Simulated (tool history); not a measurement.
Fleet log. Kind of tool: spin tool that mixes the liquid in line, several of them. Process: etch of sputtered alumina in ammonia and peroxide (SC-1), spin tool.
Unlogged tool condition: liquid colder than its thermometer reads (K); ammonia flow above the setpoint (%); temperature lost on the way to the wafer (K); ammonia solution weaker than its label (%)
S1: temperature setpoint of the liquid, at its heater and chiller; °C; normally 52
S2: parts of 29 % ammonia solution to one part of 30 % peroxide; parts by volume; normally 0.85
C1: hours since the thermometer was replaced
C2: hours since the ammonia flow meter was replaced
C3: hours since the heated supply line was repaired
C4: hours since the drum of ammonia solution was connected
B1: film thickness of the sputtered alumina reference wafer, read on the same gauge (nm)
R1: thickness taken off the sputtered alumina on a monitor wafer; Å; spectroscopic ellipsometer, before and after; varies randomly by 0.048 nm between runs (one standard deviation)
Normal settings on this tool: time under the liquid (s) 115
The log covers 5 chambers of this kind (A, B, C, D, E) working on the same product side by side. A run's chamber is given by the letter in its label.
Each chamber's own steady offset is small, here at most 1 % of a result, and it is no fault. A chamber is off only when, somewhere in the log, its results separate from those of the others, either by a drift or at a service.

Run 1D, day 0.254: usual settings; C1 198; C2 152.4; C3 1344.8; C4 543.7; B1 70.044. Result: R1 76.702 Å.
Run 2B, day 0.512: usual settings; C1 2037.7; C2 271; C3 3170.4; C4 770.4; B1 69.975. Result: R1 77.477 Å.
Run 3A, day 0.717: usual settings; C1 1839.6; C2 22.3; C3 2212.4; C4 351.1; B1 70.026. Result: R1 76.743 Å.
Run 4E, day 0.896: usual settings; C1 412.9; C2 1986.1; C3 2205.1; C4 611.6; B1 69.982. Result: R1 77.979 Å.
Run 5C, day 1.258: usual settings but S1 58 °C, S2 1.2 parts by volume; C1 478.1; C2 407.4; C3 592.4; C4 686.4; B1 69.982. Result: R1 109.7 Å.
Run 6D, day 1.571: usual settings but S1 58 °C, S2 1.2 parts by volume; C1 229.6; C2 184; C3 1376.4; C4 575.3; B1 70.006. Result: R1 108.5 Å.
Run 7A, day 1.8: usual settings but S1 58 °C, S2 1.2 parts by volume; C1 1865.6; C2 48.3; C3 2238.4; C4 377.1; B1 69.984. Result: R1 109.94 Å.
Run 8B, day 2.1: usual settings but S1 58 °C, S2 1.2 parts by volume; C1 2075.8; C2 309.1; C3 3208.5; C4 808.5; B1 69.953. Result: R1 111.08 Å.
Run 9E, day 2.321: usual settings but S1 58 °C, S2 1.2 parts by volume; C1 447.1; C2 2020.3; C3 2239.3; C4 645.8; B1 70.01. Result: R1 110.73 Å.
At day 2.488: chamber E: new drum of ammonia solution connected.
Run 10C, day 2.675: usual settings; C1 512.1; C2 441.4; C3 626.4; C4 720.4; B1 70.004. Result: R1 76.827 Å.
Run 11E, day 2.838: usual settings; C1 459.5; C2 2032.7; C3 2251.7; C4 8.5; B1 69.989. Result: R1 78.371 Å.
Run 12C, day 3.071: usual settings; C1 521.6; C2 450.9; C3 635.9; C4 729.9; B1 69.976. Result: R1 76.115 Å.
At day 3.121: chamber D: heated supply line repaired.
Run 13D, day 3.425: usual settings; C1 274.1; C2 228.5; C3 7.3; C4 619.8; B1 69.967. Result: R1 76.452 Å.
Run 14A, day 3.675: usual settings; C1 1910.6; C2 93.3; C3 2283.4; C4 422.1; B1 69.973. Result: R1 78.255 Å.
Run 15B, day 3.938: usual settings but S1 59.5 °C; C1 2119.9; C2 353.2; C3 3252.6; C4 852.6; B1 69.985. Result: R1 116.1 Å.
Run 16E, day 4.117: usual settings but S1 59.5 °C; C1 490.2; C2 2063.4; C3 2282.4; C4 39.2; B1 69.971. Result: R1 115.57 Å.
Run 17B, day 4.483: usual settings but S1 59.5 °C; C1 2133; C2 366.3; C3 3265.7; C4 865.7; B1 70.005. Result: R1 116.84 Å.
At day 4.575: chamber E: ammonia flow meter replaced.
Run 18A, day 4.671: usual settings but S1 59.5 °C; C1 1934.5; C2 117.2; C3 2307.3; C4 446; B1 69.997. Result: R1 116.14 Å.
Run 19C, day 4.925: usual settings but S1 59.5 °C; C1 566.1; C2 495.4; C3 680.4; C4 774.4; B1 69.964. Result: R1 113.75 Å.
Run 20D, day 5.15: usual settings; C1 315.5; C2 269.9; C3 48.7; C4 661.2; B1 70.007. Result: R1 77.019 Å.
Run 21D, day 5.404: usual settings; C1 321.6; C2 276; C3 54.8; C4 667.3; B1 69.918. Result: R1 77.394 Å.
Run 22C, day 5.575: usual settings; C1 581.7; C2 511; C3 696; C4 790; B1 70.023. Result: R1 77.32 Å.
Run 23E, day 5.9: usual settings; C1 533; C2 31.9; C3 2325.2; C4 82; B1 70.024. Result: R1 77.102 Å.
Run 24B, day 6.262: usual settings; C1 2175.7; C2 409; C3 3308.4; C4 908.4; B1 69.999. Result: R1 77.033 Å.
At day 6.346: chamber A: new drum of ammonia solution connected.
Run 25A, day 6.429: usual settings; C1 1976.7; C2 159.4; C3 2349.5; C4 2.1; B1 70.046. Result: R1 77.447 Å.
Run 26A, day 6.717: usual settings; C1 1983.6; C2 166.3; C3 2356.4; C4 9; B1 69.999. Result: R1 77.64 Å.
Run 27B, day 6.925: usual settings; C1 2191.6; C2 424.9; C3 3324.3; C4 924.3; B1 69.925. Result: R1 78.11 Å.
Run 28E, day 7.208: usual settings; C1 564.4; C2 63.3; C3 2356.6; C4 113.4; B1 70.064. Result: R1 78.142 Å.
Run 29C, day 7.375: usual settings but S1 44 °C; C1 624.9; C2 554.2; C3 739.2; C4 833.2; B1 69.987. Result: R1 49.574 Å.
Run 30D, day 7.583: usual settings but S1 44 °C; C1 373.9; C2 328.3; C3 107.1; C4 719.6; B1 69.998. Result: R1 48.682 Å.

Is one chamber out of step, is the gauge drifting, or do the chambers differ by no more than their own small offsets? For an off chamber, give its letter and the likeliest cause.

Nothing is wrong: each chamber keeps only its own small, steady offset and the gauge holds still.
